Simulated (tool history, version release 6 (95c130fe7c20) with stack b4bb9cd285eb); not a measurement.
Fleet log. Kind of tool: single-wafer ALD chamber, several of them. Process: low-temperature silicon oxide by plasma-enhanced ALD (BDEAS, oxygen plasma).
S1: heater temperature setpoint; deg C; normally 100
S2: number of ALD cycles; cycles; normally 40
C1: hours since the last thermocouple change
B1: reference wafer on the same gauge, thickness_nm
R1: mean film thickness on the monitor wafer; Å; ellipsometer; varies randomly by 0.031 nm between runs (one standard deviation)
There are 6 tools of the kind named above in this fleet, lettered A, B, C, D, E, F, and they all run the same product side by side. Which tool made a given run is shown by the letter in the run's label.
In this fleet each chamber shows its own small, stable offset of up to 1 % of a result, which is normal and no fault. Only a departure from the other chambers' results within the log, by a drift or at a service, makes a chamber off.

{"run": "1C", "hour": 7.7, "S1": 100, "S2": 40, "C1": 615.1, "B1": 6.8515, "R1": 56.011}
{"run": "2F", "hour": 15.0, "S1": 100, "S2": 40, "C1": 642, "B1": 6.8569, "R1": 57.047}
{"run": "3D", "hour": 22.9, "S1": 100, "S2": 40, "C1": 879.3, "B1": 6.8501, "R1": 56.867}
{"run": "4A", "hour": 38.4, "S1": 100, "S2": 40, "C1": 512.8, "B1": 6.8499, "R1": 56.736}
{"run": "5B", "hour": 48.8, "S1": 112, "S2": 47, "C1": 122.8, "B1": 6.8506, "R1": 65.678}
{"run": "6E", "hour": 57.7, "S1": 112, "S2": 47, "C1": 73.1, "B1": 6.846, "R1": 65.446}
{"run": "7B", "hour": 72.6, "S1": 112, "S2": 47, "C1": 146.6, "B1": 6.8427, "R1": 65.619}
{"run": "8A", "hour": 83.2, "S1": 112, "S2": 47, "C1": 557.6, "B1": 6.8524, "R1": 65.534}
{"run": "9E", "hour": 95.3, "S1": 112, "S2": 47, "C1": 110.7, "B1": 6.8516, "R1": 66.263}
{"run": "10F", "hour": 107.6, "S1": 112, "S2": 47, "C1": 734.6, "B1": 6.8552, "R1": 66.206}
{"run": "11D", "hour": 120.9, "S1": 100, "S2": 40, "C1": 977.3, "B1": 6.8539, "R1": 56.791}
{"run": "12C", "hour": 132.1, "S1": 100, "S2": 40, "C1": 739.5, "B1": 6.8466, "R1": 56.873}
{"run": "13A", "hour": 139.8, "S1": 100, "S2": 40, "C1": 614.2, "B1": 6.8495, "R1": 56.82}
{"run": "14F", "hour": 151.4, "S1": 100, "S2": 40, "C1": 778.4, "B1": 6.8573, "R1": 57.854}
{"run": "15D", "hour": 159.3, "S1": 100, "S2": 40, "C1": 1015.7, "B1": 6.8439, "R1": 56.93}
{"run": "16C", "hour": 173.3, "S1": 100, "S2": 40, "C1": 780.7, "B1": 6.8587, "R1": 56.711}
{"run": "17E", "hour": 186.0, "S1": 100, "S2": 40, "C1": 201.4, "B1": 6.8597, "R1": 57.128}
{"run": "18B", "hour": 197.2, "S1": 100, "S2": 40, "C1": 271.2, "B1": 6.8439, "R1": 57.447}
{"run": "19D", "hour": 208.1, "S1": 100, "S2": 40, "C1": 1064.5, "B1": 6.8564, "R1": 57.613}
{"run": "20B", "hour": 222.7, "S1": 100, "S2": 40, "C1": 296.7, "B1": 6.8527, "R1": 57.124}
{"run": "21C", "hour": 233.5, "S1": 100, "S2": 40, "C1": 840.9, "B1": 6.8569, "R1": 56.641}
{"run": "22F", "hour": 244.8, "S1": 100, "S2": 40, "C1": 871.8, "B1": 6.8422, "R1": 57.597}
{"run": "23E", "hour": 260.7, "S1": 100, "S2": 40, "C1": 276.1, "B1": 6.8367, "R1": 57.359}
{"run": "24A", "hour": 273.3, "S1": 100, "S2": 40, "C1": 747.7, "B1": 6.8561, "R1": 56.902}
{"run": "25A", "hour": 284.5, "S1": 100, "S2": 40, "C1": 758.9, "B1": 6.8508, "R1": 56.815}
{"run": "26D", "hour": 294.7, "S1": 100, "S2": 46, "C1": 1151.1, "B1": 6.8513, "R1": 66.109}
{"run": "27F", "hour": 303.6, "S1": 100, "S2": 46, "C1": 930.6, "B1": 6.8584, "R1": 65.795}
{"run": "28B", "hour": 314.9, "S1": 100, "S2": 46, "C1": 388.9, "B1": 6.8594, "R1": 65.269}
{"run": "29E", "hour": 331.0, "S1": 100, "S2": 46, "C1": 346.4, "B1": 6.8551, "R1": 65.496}
{"run": "30C", "hour": 346.4, "S1": 100, "S2": 46, "C1": 953.8, "B1": 6.86, "R1": 64.981}
{"run": "31B", "hour": 358.8, "S1": 100, "S2": 46, "C1": 432.8, "B1": 6.8592, "R1": 65.828}
{"run": "32E", "hour": 372.8, "S1": 100, "S2": 40, "C1": 388.2, "B1": 6.8483, "R1": 57.369}
{"run": "33D", "hour": 380.0, "S1": 113, "S2": 40, "C1": 1236.4, "B1": 6.8453, "R1": 55.639}
{"run": "34C", "hour": 388.6, "S1": 113, "S2": 40, "C1": 996, "B1": 6.8519, "R1": 55.16}
{"hour": 391.4, "done": "chamber D: thermocouple changed; heater temperature recalibrated"}
{"run": "35A", "hour": 397.3, "S1": 113, "S2": 40, "C1": 871.7, "B1": 6.8487, "R1": 55.727}
{"run": "36F", "hour": 409.3, "S1": 113, "S2": 40, "C1": 1036.3, "B1": 6.8558, "R1": 56.58}
{"run": "37B", "hour": 420.0, "S1": 113, "S2": 40, "C1": 494, "B1": 6.8547, "R1": 56.171}
{"run": "38E", "hour": 427.6, "S1": 113, "S2": 40, "C1": 443, "B1": 6.8509, "R1": 55.744}
{"run": "39D", "hour": 444.1, "S1": 100, "S2": 40, "C1": 52.8, "B1": 6.846, "R1": 57.284}
{"run": "40C", "hour": 458.2, "S1": 100, "S2": 40, "C1": 1065.6, "B1": 6.8507, "R1": 56.165}

Each of the 6 chambers runs these same settings next. Fill in every chamber's results:
{"run": "41A", "hour": 470.0, "S1": 100, "S2": 44, "R1": "?"}
{"run": "41B", "hour": 470.0, "S1": 100, "S2": 44, "R1": "?"}
{"run": "41C", "hour": 470.0, "S1": 100, "S2": 44, "R1": "?"}
{"run": "41D", "hour": 470.0, "S1": 100, "S2": 44, "R1": "?"}
{"run": "41E", "hour": 470.0, "S1": 100, "S2": 44, "R1": "?"}
{"run": "41F", "hour": 470.0, "S1": 100, "S2": 44, "R1": "?"}

run=41A R1=62.226
run=41B R1=63.254
run=41C R1=62.328
run=41D R1=62.791
run=41E R1=63.154
run=41F R1=62.998
